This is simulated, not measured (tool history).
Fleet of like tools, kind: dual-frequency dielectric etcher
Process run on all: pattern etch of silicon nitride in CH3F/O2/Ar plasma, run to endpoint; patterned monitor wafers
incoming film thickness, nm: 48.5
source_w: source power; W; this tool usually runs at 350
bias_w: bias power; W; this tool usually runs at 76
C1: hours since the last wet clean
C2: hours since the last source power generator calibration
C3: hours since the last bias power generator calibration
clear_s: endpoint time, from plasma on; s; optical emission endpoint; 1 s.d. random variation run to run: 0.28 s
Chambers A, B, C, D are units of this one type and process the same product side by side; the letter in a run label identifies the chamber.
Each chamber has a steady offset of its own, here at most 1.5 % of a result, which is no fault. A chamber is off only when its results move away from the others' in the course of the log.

{"run": "1A", "hour": 6.7, "source_w": 350, "bias_w": 76, "C1": 233.8, "C2": 235.8, "C3": 204.8, "clear_s": 71.971}
{"hour": 13.2, "done": "chamber C: wet clean of the chamber"}
{"run": "2B", "hour": 16.5, "source_w": 350, "bias_w": 76, "C1": 115.3, "C2": 1123.7, "C3": 2068.9, "clear_s": 72.732}
{"run": "3D", "hour": 23.7, "source_w": 350, "bias_w": 76, "C1": 349.1, "C2": 1610.4, "C3": 2192.1, "clear_s": 72.514}
{"run": "4C", "hour": 32.9, "source_w": 350, "bias_w": 76, "C1": 19.7, "C2": 343.8, "C3": 1028.9, "clear_s": 72.138}
{"run": "5C", "hour": 42.7, "source_w": 350, "bias_w": 76, "C1": 29.5, "C2": 353.6, "C3": 1038.7, "clear_s": 72.425}
{"run": "6D", "hour": 48.9, "source_w": 420, "bias_w": 76, "C1": 374.3, "C2": 1635.6, "C3": 2217.3, "clear_s": 67.558}
{"run": "7B", "hour": 57.3, "source_w": 420, "bias_w": 76, "C1": 156.1, "C2": 1164.5, "C3": 2109.7, "clear_s": 67.704}
{"run": "8A", "hour": 65.8, "source_w": 420, "bias_w": 76, "C1": 292.9, "C2": 294.9, "C3": 263.9, "clear_s": 67.071}
{"run": "9D", "hour": 71.4, "source_w": 420, "bias_w": 76, "C1": 396.8, "C2": 1658.1, "C3": 2239.8, "clear_s": 67.574}
{"run": "10C", "hour": 79.0, "source_w": 350, "bias_w": 76, "C1": 65.8, "C2": 389.9, "C3": 1075, "clear_s": 72.553}
{"run": "11A", "hour": 87.9, "source_w": 350, "bias_w": 76, "C1": 315, "C2": 317, "C3": 286, "clear_s": 71.821}
{"run": "12B", "hour": 97.8, "source_w": 350, "bias_w": 76, "C1": 196.6, "C2": 1205, "C3": 2150.2, "clear_s": 73.556}
{"run": "13D", "hour": 104.4, "source_w": 350, "bias_w": 76, "C1": 429.8, "C2": 1691.1, "C3": 2272.8, "clear_s": 72.22}
{"hour": 111.6, "done": "chamber D: wet clean of the chamber"}
{"run": "14C", "hour": 113.5, "source_w": 430, "bias_w": 59, "C1": 100.3, "C2": 424.4, "C3": 1109.5, "clear_s": 73.27}
{"run": "15B", "hour": 121.3, "source_w": 430, "bias_w": 59, "C1": 220.1, "C2": 1228.5, "C3": 2173.7, "clear_s": 74.293}
{"run": "16A", "hour": 130.3, "source_w": 430, "bias_w": 59, "C1": 357.4, "C2": 359.4, "C3": 328.4, "clear_s": 72.008}
{"hour": 130.7, "done": "chamber A: wet clean of the chamber"}
{"run": "17C", "hour": 136.3, "source_w": 430, "bias_w": 59, "C1": 123.1, "C2": 447.2, "C3": 1132.3, "clear_s": 72.875}
{"run": "18B", "hour": 143.5, "source_w": 350, "bias_w": 76, "C1": 242.3, "C2": 1250.7, "C3": 2195.9, "clear_s": 74.442}
{"run": "19D", "hour": 152.8, "source_w": 350, "bias_w": 76, "C1": 41.3, "C2": 1739.5, "C3": 2321.2, "clear_s": 72.38}
{"run": "20A", "hour": 160.6, "source_w": 350, "bias_w": 76, "C1": 29.9, "C2": 389.7, "C3": 358.7, "clear_s": 71.461}
{"run": "21B", "hour": 170.5, "source_w": 350, "bias_w": 76, "C1": 269.3, "C2": 1277.7, "C3": 2222.9, "clear_s": 73.897}
{"run": "22A", "hour": 179.4, "source_w": 350, "bias_w": 76, "C1": 48.7, "C2": 408.5, "C3": 377.5, "clear_s": 71.673}
{"run": "23D", "hour": 186.0, "source_w": 420, "bias_w": 91, "C1": 74.5, "C2": 1772.7, "C3": 2354.4, "clear_s": 63.416}
{"run": "24C", "hour": 191.6, "source_w": 420, "bias_w": 91, "C1": 178.4, "C2": 502.5, "C3": 1187.6, "clear_s": 63.709}
{"run": "25D", "hour": 197.4, "source_w": 420, "bias_w": 91, "C1": 85.9, "C2": 1784.1, "C3": 2365.8, "clear_s": 63.572}
{"run": "26A", "hour": 202.4, "source_w": 420, "bias_w": 91, "C1": 71.7, "C2": 431.5, "C3": 400.5, "clear_s": 62.86}
{"run": "27C", "hour": 209.5, "source_w": 350, "bias_w": 76, "C1": 196.3, "C2": 520.4, "C3": 1205.5, "clear_s": 72.598}
{"run": "28B", "hour": 218.4, "source_w": 350, "bias_w": 76, "C1": 317.2, "C2": 1325.6, "C3": 2270.8, "clear_s": 75.141}
{"run": "29D", "hour": 223.2, "source_w": 350, "bias_w": 76, "C1": 111.7, "C2": 1809.9, "C3": 2391.6, "clear_s": 71.699}

All 4 chambers run these settings next. Forecast each chamber's results:
{"run": "30A", "hour": 230.4, "source_w": 350, "bias_w": 76, "clear_s": "?"}
{"run": "30B", "hour": 230.4, "source_w": 350, "bias_w": 76, "clear_s": "?"}
{"run": "30C", "hour": 230.4, "source_w": 350, "bias_w": 76, "clear_s": "?"}
{"run": "30D", "hour": 230.4, "source_w": 350, "bias_w": 76, "clear_s": "?"}

run=30A clear_s=71.921
run=30B clear_s=75.722
run=30C clear_s=72.605
run=30D clear_s=72.467
